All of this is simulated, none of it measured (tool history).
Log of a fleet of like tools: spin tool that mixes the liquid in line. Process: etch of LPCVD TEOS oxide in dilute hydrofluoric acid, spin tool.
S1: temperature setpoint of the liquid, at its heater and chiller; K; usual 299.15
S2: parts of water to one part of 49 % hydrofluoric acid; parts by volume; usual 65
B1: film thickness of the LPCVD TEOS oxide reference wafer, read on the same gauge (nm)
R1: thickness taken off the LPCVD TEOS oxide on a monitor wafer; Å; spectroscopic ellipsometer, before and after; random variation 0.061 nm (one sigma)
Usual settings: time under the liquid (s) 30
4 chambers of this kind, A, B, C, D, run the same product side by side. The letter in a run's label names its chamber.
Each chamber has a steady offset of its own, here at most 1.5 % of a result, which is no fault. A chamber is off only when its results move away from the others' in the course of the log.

Run 1B, hour 7.3: usual settings; B1 140.00. Result: R1 151.140 Å.
Run 2D, hour 15.9: usual settings; B1 139.97. Result: R1 148.300 Å.
Run 3A, hour 21.8: usual settings; B1 140.02. Result: R1 147.540 Å.
Run 4C, hour 30.1: usual settings; B1 139.98. Result: R1 150.440 Å.
Run 5D, hour 38.9: usual settings; B1 140.00. Result: R1 148.520 Å.
Run 6B, hour 45.2: usual settings; B1 139.99. Result: R1 151.520 Å.
Run 7A, hour 51.2: usual settings; B1 139.99. Result: R1 148.900 Å.
Run 8C, hour 59.3: usual settings; B1 140.00. Result: R1 149.380 Å.
Run 9C, hour 65.5: usual settings; B1 140.01. Result: R1 150.790 Å.
Run 10A, hour 70.4: usual settings; B1 139.99. Result: R1 148.660 Å.
Run 11D, hour 75.7: usual settings but time under the liquid (s) 20; B1 139.97. Result: R1 100.490 Å.
Run 12B, hour 83.0: usual settings but time under the liquid (s) 20; B1 139.97. Result: R1 101.160 Å.
Run 13A, hour 89.0: usual settings but time under the liquid (s) 20; B1 139.98. Result: R1 98.709 Å.
Run 14D, hour 94.3: usual settings but time under the liquid (s) 20; B1 140.02. Result: R1 100.370 Å.
At hour 97.2: chamber A: hydrofluoric acid flow meter replaced.
Run 15C, hour 102.4: usual settings but S1 295.65 K; B1 140.00. Result: R1 130.750 Å.
Run 16B, hour 111.2: usual settings but S1 295.65 K; B1 139.97. Result: R1 131.690 Å.
Run 17C, hour 116.9: usual settings but S1 295.65 K; B1 140.02. Result: R1 129.930 Å.
Run 18A, hour 124.4: usual settings but S1 295.65 K; B1 140.00. Result: R1 128.990 Å.
Run 19D, hour 132.4: usual settings; B1 140.01. Result: R1 151.900 Å.
Run 20B, hour 138.3: usual settings; B1 140.01. Result: R1 149.970 Å.
Run 21D, hour 144.6: usual settings; B1 139.99. Result: R1 152.750 Å.
At hour 145.7: chamber B: hydrofluoric acid flow meter replaced.
Run 22A, hour 152.5: usual settings; B1 140.02. Result: R1 147.350 Å.
Run 23C, hour 157.9: usual settings; B1 139.98. Result: R1 150.270 Å.
Run 24B, hour 166.5: usual settings; B1 140.00. Result: R1 150.950 Å.
Run 25A, hour 173.3: usual settings; B1 139.98. Result: R1 148.610 Å.
Run 26D, hour 178.2: usual settings; B1 140.00. Result: R1 152.230 Å.
Run 27C, hour 185.8: usual settings; B1 139.98. Result: R1 152.080 Å.
Run 28B, hour 190.3: usual settings but S1 295.15 K, S2 90 parts by volume; B1 140.02. Result: R1 90.205 Å.
Run 29A, hour 198.1: usual settings but S1 295.15 K, S2 90 parts by volume; B1 140.00. Result: R1 89.151 Å.
Run 30C, hour 206.6: usual settings but S1 295.15 K, S2 90 parts by volume; B1 140.01. Result: R1 89.364 Å.
Run 31D, hour 212.5: usual settings but S1 295.15 K, S2 90 parts by volume; B1 139.99. Result: R1 92.447 Å.
Run 32B, hour 219.1: usual settings; B1 140.01. Result: R1 151.830 Å.
Run 33C, hour 228.1: usual settings; B1 139.98. Result: R1 151.860 Å.
Run 34B, hour 236.4: usual settings; B1 139.99. Result: R1 151.260 Å.
Run 35D, hour 241.9: usual settings but S2 80 parts by volume, time under the liquid (s) 35; B1 139.99. Result: R1 143.970 Å.
Run 36A, hour 246.2: usual settings but S2 80 parts by volume, time under the liquid (s) 35; B1 140.00. Result: R1 137.910 Å.
Run 37D, hour 253.4: usual settings but S2 80 parts by volume, time under the liquid (s) 35; B1 140.01. Result: R1 144.520 Å.

All 4 chambers run these settings next. Forecast each chamber's results:
Run 38A, hour 259.9: usual settings but S1 303.65 K. Result: R1 ?.
Run 38B, hour 259.9: usual settings but S1 303.65 K. Result: R1 ?.
Run 38C, hour 259.9: usual settings but S1 303.65 K. Result: R1 ?.
Run 38D, hour 259.9: usual settings but S1 303.65 K. Result: R1 ?.

run       R1
38A  178.360
38B  179.300
38C  179.990
38D  186.370

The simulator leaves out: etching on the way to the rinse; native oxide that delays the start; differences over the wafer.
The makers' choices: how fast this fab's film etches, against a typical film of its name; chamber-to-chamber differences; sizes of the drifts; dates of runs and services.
